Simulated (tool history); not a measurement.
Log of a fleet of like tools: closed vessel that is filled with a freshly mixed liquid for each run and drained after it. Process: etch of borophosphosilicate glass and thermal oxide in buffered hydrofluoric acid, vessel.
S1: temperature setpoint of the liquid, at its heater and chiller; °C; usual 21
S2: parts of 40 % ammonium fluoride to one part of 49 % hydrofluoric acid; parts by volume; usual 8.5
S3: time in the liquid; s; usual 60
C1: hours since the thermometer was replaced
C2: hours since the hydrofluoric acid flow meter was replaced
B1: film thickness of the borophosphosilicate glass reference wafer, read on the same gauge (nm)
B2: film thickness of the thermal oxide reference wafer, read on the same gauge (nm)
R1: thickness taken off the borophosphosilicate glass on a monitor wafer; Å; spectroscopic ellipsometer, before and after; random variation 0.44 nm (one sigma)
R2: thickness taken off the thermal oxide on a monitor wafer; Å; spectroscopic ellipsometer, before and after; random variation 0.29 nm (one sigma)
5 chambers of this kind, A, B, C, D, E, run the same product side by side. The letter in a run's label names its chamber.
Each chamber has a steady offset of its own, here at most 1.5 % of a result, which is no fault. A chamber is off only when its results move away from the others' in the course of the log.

run     day  S1   S2  S3      C1      C2      B1      B2      R1      R2
 1A   0.296  21  8.5  60   394.8   325.0  79.984  120.01  1060.9  675.15
 2E   0.712  21  8.5  60  1076.4  1925.2  79.993  120.00  1048.1  667.27
      0.938  -- chamber E: hydrofluoric acid flow meter replaced
 3C   1.104  21  8.5  60   831.7   777.2  80.006  120.01  1059.1  668.88
 4D   1.362  21  8.5  60  2001.6   163.6  80.004  120.02  1038.5  666.40
 5B   1.650  21  8.5  60   979.4   395.8  79.985  120.01  1029.0  668.87
 6C   2.071  21  8.5  60   854.9   800.4  80.013  119.98  1045.7  672.25
 7A   2.571  21  8.5  60   449.4   379.6  79.997  119.99  1048.1  674.86
 8E   2.821  21  8.5  60  1127.0    45.3  79.991  119.99  1053.3  674.26
 9D   3.188  21  8.5  60  2045.4   207.4  80.016  119.99  1036.4  670.03
10B   3.704  21  8.5  60  1028.7   445.1  80.023  120.00  1039.9  669.02
11A   3.992  21  8.5  60   483.5   413.7  80.007  119.98  1057.9  677.99
12C   4.388  21  8.5  60   910.5   856.0  79.979  119.99  1056.0  670.05
13B   4.858  21  8.5  60  1056.4   472.8  79.972  120.01  1036.4  668.16
14E   5.333  21  8.5  60  1187.3   105.6  80.049  120.00  1039.8  674.16
15D   5.675  21  8.5  60  2105.1   267.1  79.990  120.01  1032.4  672.25
16E   6.179  21  8.5  60  1207.6   125.9  79.955  120.01  1048.7  672.92
17A   6.496  21  8.5  60   543.6   473.8  79.957  119.97  1065.0  673.38
18C   7.000  21  8.5  60   973.2   918.7  80.009  120.00  1049.1  665.19
19D   7.246  21  8.5  60  2142.8   304.8  80.015  120.01  1036.3  669.82
20B   7.771  21  8.5  60  1126.3   542.7  80.004  119.99  1033.5  671.90
21C   8.233  21  8.5  60  1002.8   948.3  80.025  120.03  1048.0  666.25
22B   8.796  21  8.5  60  1150.9   567.3  79.956  120.00  1037.5  671.20
23D   9.350  21  8.5  60  2193.3   355.3  79.971  120.00  1033.5  672.11
24E   9.888  21  8.5  60  1296.6   214.9  80.015  119.98  1050.0  669.61
25A  10.262  21  8.5  60   634.0   564.2  80.010  120.03  1062.5  674.12
26E  10.779  21  8.5  60  1318.0   236.3  80.004  120.00  1049.7  673.00
27C  11.108  21  8.5  60  1071.8  1017.3  80.044  120.00  1049.5  669.20
28D  11.396  21  8.5  60  2242.4   404.4  80.013  120.00  1042.7  667.73
29B  11.883  21  8.5  60  1225.0   641.4  79.995  119.99  1033.1  670.77
30A  12.400  21  8.5  60   685.3   615.5  80.016  119.98  1062.3  683.35
31C  12.912  21  8.5  60  1115.1  1060.6  80.015  119.99  1055.5  668.25
     13.188  -- chamber D: hydrofluoric acid flow meter replaced
32B  13.279  18  6.5  60  1258.5   674.9  80.002  120.01  1158.2  742.23
33E  13.729  18  6.5  60  1388.8   307.1  80.006  120.01  1164.5  746.16
34D  14.088  18  6.5  60  2307.0    21.6  80.021  120.02  1152.0  739.49
35A  14.379  18  6.5  60   732.8   663.0  80.005  119.99  1193.6  752.92

Is one chamber off against the others, does the gauge drift, or is nothing wrong? If a chamber is off, say which, and what the likeliest cause is.

No chamber stands off beyond its own small offset, and the gauge holds steady.
